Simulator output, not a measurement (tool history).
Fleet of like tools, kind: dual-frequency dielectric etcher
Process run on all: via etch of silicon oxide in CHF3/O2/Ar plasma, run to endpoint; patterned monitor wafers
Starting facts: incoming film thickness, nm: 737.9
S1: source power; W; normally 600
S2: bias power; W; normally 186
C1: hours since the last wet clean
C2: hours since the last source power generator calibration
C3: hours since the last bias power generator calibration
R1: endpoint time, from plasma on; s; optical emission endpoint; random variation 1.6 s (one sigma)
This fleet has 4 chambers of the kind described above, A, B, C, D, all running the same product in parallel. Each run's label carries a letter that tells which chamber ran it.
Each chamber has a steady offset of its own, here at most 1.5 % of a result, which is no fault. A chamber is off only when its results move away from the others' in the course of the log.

Run 1A, day 0.533: usual settings; C1 20.5; C2 466.4; C3 1330.9. Result: R1 370.33 s.
Run 2B, day 1.000: usual settings; C1 182.9; C2 558.8; C3 1433.5. Result: R1 370.40 s.
Run 3C, day 1.288: usual settings; C1 266.4; C2 747.2; C3 1980.5. Result: R1 368.16 s.
Run 4D, day 1.771: usual settings; C1 145.4; C2 3826.3; C3 1557.1. Result: R1 374.42 s.
Run 5C, day 2.283: usual settings; C1 290.3; C2 771.1; C3 2004.4. Result: R1 371.87 s.
Run 6D, day 2.867: usual settings; C1 171.7; C2 3852.6; C3 1583.4. Result: R1 369.54 s.
Run 7B, day 3.333: usual settings; C1 238.9; C2 614.8; C3 1489.5. Result: R1 368.24 s.
Run 8A, day 3.896: usual settings; C1 101.2; C2 547.1; C3 1411.6. Result: R1 372.43 s.
At day 4.292: chamber D: source power generator calibrated.
Run 9A, day 4.421: usual settings; C1 113.8; C2 559.7; C3 1424.2. Result: R1 370.14 s.
Run 10D, day 5.004: usual settings; C1 223.0; C2 17.2; C3 1634.7. Result: R1 373.35 s.
Run 11B, day 5.571: usual settings; C1 292.6; C2 668.5; C3 1543.2. Result: R1 368.17 s.
Run 12C, day 5.904: usual settings but S1 690 W; C1 377.2; C2 858.0; C3 2091.3. Result: R1 345.72 s.
Run 13A, day 6.200: usual settings but S1 690 W; C1 156.5; C2 602.4; C3 1466.9. Result: R1 352.71 s.
Run 14C, day 6.579: usual settings but S1 690 W; C1 393.4; C2 874.2; C3 2107.5. Result: R1 343.80 s.
Run 15B, day 7.000: usual settings but S1 690 W; C1 326.9; C2 702.8; C3 1577.5. Result: R1 353.06 s.
Run 16D, day 7.342: usual settings; C1 279.1; C2 73.3; C3 1690.8. Result: R1 374.59 s.
Run 17C, day 7.758: usual settings; C1 421.7; C2 902.5; C3 2135.8. Result: R1 364.89 s.
Run 18B, day 8.317: usual settings; C1 358.5; C2 734.4; C3 1609.1. Result: R1 370.21 s.
Run 19D, day 8.867: usual settings; C1 315.7; C2 109.9; C3 1727.4. Result: R1 374.63 s.
Run 20A, day 9.142: usual settings; C1 227.1; C2 673.0; C3 1537.5. Result: R1 371.78 s.
Run 21A, day 9.492: usual settings; C1 235.5; C2 681.4; C3 1545.9. Result: R1 368.90 s.
Run 22D, day 9.979: usual settings; C1 342.4; C2 136.6; C3 1754.1. Result: R1 372.52 s.
Run 23C, day 10.479: usual settings; C1 487.0; C2 967.8; C3 2201.1. Result: R1 359.27 s.
At day 10.821: chamber D: wet clean of the chamber.
Run 24B, day 10.875: usual settings but S1 650 W, S2 157 W; C1 419.9; C2 795.8; C3 1670.5. Result: R1 377.37 s.
Run 25C, day 11.325: usual settings but S1 650 W, S2 157 W; C1 507.3; C2 988.1; C3 2221.4. Result: R1 366.49 s.
Run 26D, day 11.904: usual settings but S1 650 W, S2 157 W; C1 26.1; C2 182.8; C3 1800.3. Result: R1 384.01 s.
Run 27B, day 12.346: usual settings but S1 650 W, S2 157 W; C1 455.2; C2 831.1; C3 1705.8. Result: R1 379.91 s.
Run 28A, day 12.942: usual settings; C1 318.3; C2 764.2; C3 1628.7. Result: R1 369.14 s.

Predict what each chamber gives when all 4 of them run the settings below next.
Run 29A, day 13.396: usual settings. Result: R1 ?.
Run 29B, day 13.396: usual settings. Result: R1 ?.
Run 29C, day 13.396: usual settings. Result: R1 ?.
Run 29D, day 13.396: usual settings. Result: R1 ?.

run      R1
29A  371.15
29B  373.17
29C  353.93
29D  370.89

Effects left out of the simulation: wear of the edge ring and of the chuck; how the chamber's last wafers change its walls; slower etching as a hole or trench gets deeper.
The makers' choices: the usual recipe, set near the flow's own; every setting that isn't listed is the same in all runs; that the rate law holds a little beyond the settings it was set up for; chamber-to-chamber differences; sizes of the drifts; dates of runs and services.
